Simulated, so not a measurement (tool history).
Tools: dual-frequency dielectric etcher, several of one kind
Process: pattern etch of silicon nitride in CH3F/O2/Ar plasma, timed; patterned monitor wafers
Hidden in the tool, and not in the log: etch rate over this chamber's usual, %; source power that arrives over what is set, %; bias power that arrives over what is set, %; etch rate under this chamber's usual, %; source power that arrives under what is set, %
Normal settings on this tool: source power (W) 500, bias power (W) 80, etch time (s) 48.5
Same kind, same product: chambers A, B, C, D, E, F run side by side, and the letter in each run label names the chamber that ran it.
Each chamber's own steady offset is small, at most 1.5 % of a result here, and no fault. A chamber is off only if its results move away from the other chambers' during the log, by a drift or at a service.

run,hour,source power (W),bias power (W),etch time (s),hours since the last wet clean,hours since the last source power generator calibration,hours since the last bias power generator calibration,"read-back reference wafer on the same gauge, depth_nm",mean etch depth across the wafer (nm)
1A,9.4,500,80,48.5,112.9,30.0,1106.6,36.689,38.301
2E,14.8,500,80,48.5,429.3,2062.5,1645.9,36.681,38.695
3F,24.2,500,80,48.5,27.4,1156.0,1671.9,36.711,38.065
# hour 29.6: chamber D: wet clean of the chamber
4C,31.9,500,80,48.5,587.9,1314.8,387.9,36.720,38.684
5D,40.6,500,80,48.5,11.0,119.4,1528.4,36.721,38.786
6B,49.0,500,80,48.5,273.2,1974.7,2442.0,36.694,37.908
7E,55.7,500,80,48.5,470.2,2103.4,1686.8,36.700,38.519
# hour 62.2: chamber C: wet clean of the chamber
8D,67.5,500,92,48.5,37.9,146.3,1555.3,36.685,40.337
# hour 68.0: chamber E: wet clean of the chamber
9F,75.0,500,92,48.5,78.2,1206.8,1722.7,36.694,39.797
10B,82.2,500,92,48.5,306.4,2007.9,2475.2,36.708,40.064
11C,88.8,500,92,48.5,26.6,1371.7,444.8,36.700,40.695
12A,100.7,500,92,48.5,204.2,121.3,1197.9,36.711,40.345
# hour 105.2: chamber E: source power generator calibrated
13B,108.2,500,92,48.5,332.4,2033.9,2501.2,36.681,39.973
14A,117.9,500,80,48.5,221.4,138.5,1215.1,36.713,38.259
15C,128.2,500,95,56.0,66.0,1411.1,484.2,36.704,47.543
16D,138.7,500,95,56.0,109.1,217.5,1626.5,36.711,47.347
17E,145.6,500,95,56.0,77.7,40.4,1776.7,36.703,47.147
18F,152.7,500,95,56.0,155.9,1284.5,1800.4,36.671,46.648
19F,160.2,500,95,56.0,163.4,1292.0,1807.9,36.724,46.607
20B,170.7,500,95,56.0,394.9,2096.4,2563.7,36.722,46.555
21E,178.7,500,80,48.5,110.8,73.5,1809.8,36.714,38.440
22C,190.5,500,80,58.5,128.3,1473.4,546.5,36.704,46.588
23A,200.8,500,80,58.5,304.3,221.4,1298.0,36.690,46.274
24D,207.9,500,80,58.5,178.3,286.7,1695.7,36.699,46.453
25B,216.1,500,80,58.5,440.3,2141.8,2609.1,36.693,45.414
26F,225.2,500,80,58.5,228.4,1357.0,1872.9,36.709,45.910
27C,232.8,500,80,58.5,170.6,1515.7,588.8,36.682,46.857
28D,238.3,500,80,48.5,208.7,317.1,1726.1,36.697,38.390
29A,248.5,500,80,48.5,352.0,269.1,1345.7,36.681,38.262
30E,254.6,500,80,48.5,186.7,149.4,1885.7,36.718,38.624
31A,265.7,500,80,54.5,369.2,286.3,1362.9,36.682,43.270
32C,275.3,500,80,54.5,213.1,1558.2,631.3,36.712,43.393
33D,280.8,500,80,54.5,251.2,359.6,1768.6,36.706,43.197
34F,292.6,500,80,54.5,295.8,1424.4,1940.3,36.739,42.743
35E,300.3,500,80,54.5,232.4,195.1,1931.4,36.701,43.243
36B,310.0,500,80,54.5,534.2,2235.7,2703.0,36.683,42.278
37C,315.2,500,80,48.5,253.0,1598.1,671.2,36.697,38.770
38A,321.6,500,80,48.5,425.1,342.2,1418.8,36.692,38.339
39D,327.9,610,80,48.5,298.3,406.7,1815.7,36.708,41.586
40E,334.5,610,80,48.5,266.6,229.3,1965.6,36.676,41.415
41B,343.8,610,80,48.5,568.0,2269.5,2736.8,36.710,40.005
42F,350.8,610,80,48.5,354.0,1482.6,1998.5,36.679,41.031

All chambers now run identical settings, listed one chamber a line with results as question marks. What results will each chamber show?
43A,359.4,500,80,48.5,,,,,?
43B,359.4,500,80,48.5,,,,,?
43C,359.4,500,80,48.5,,,,,?
43D,359.4,500,80,48.5,,,,,?
43E,359.4,500,80,48.5,,,,,?
43F,359.4,500,80,48.5,,,,,?

run,mean etch depth across the wafer (nm)
43A,38.217
43B,37.196
43C,38.597
43D,38.683
43E,38.430
43F,37.986
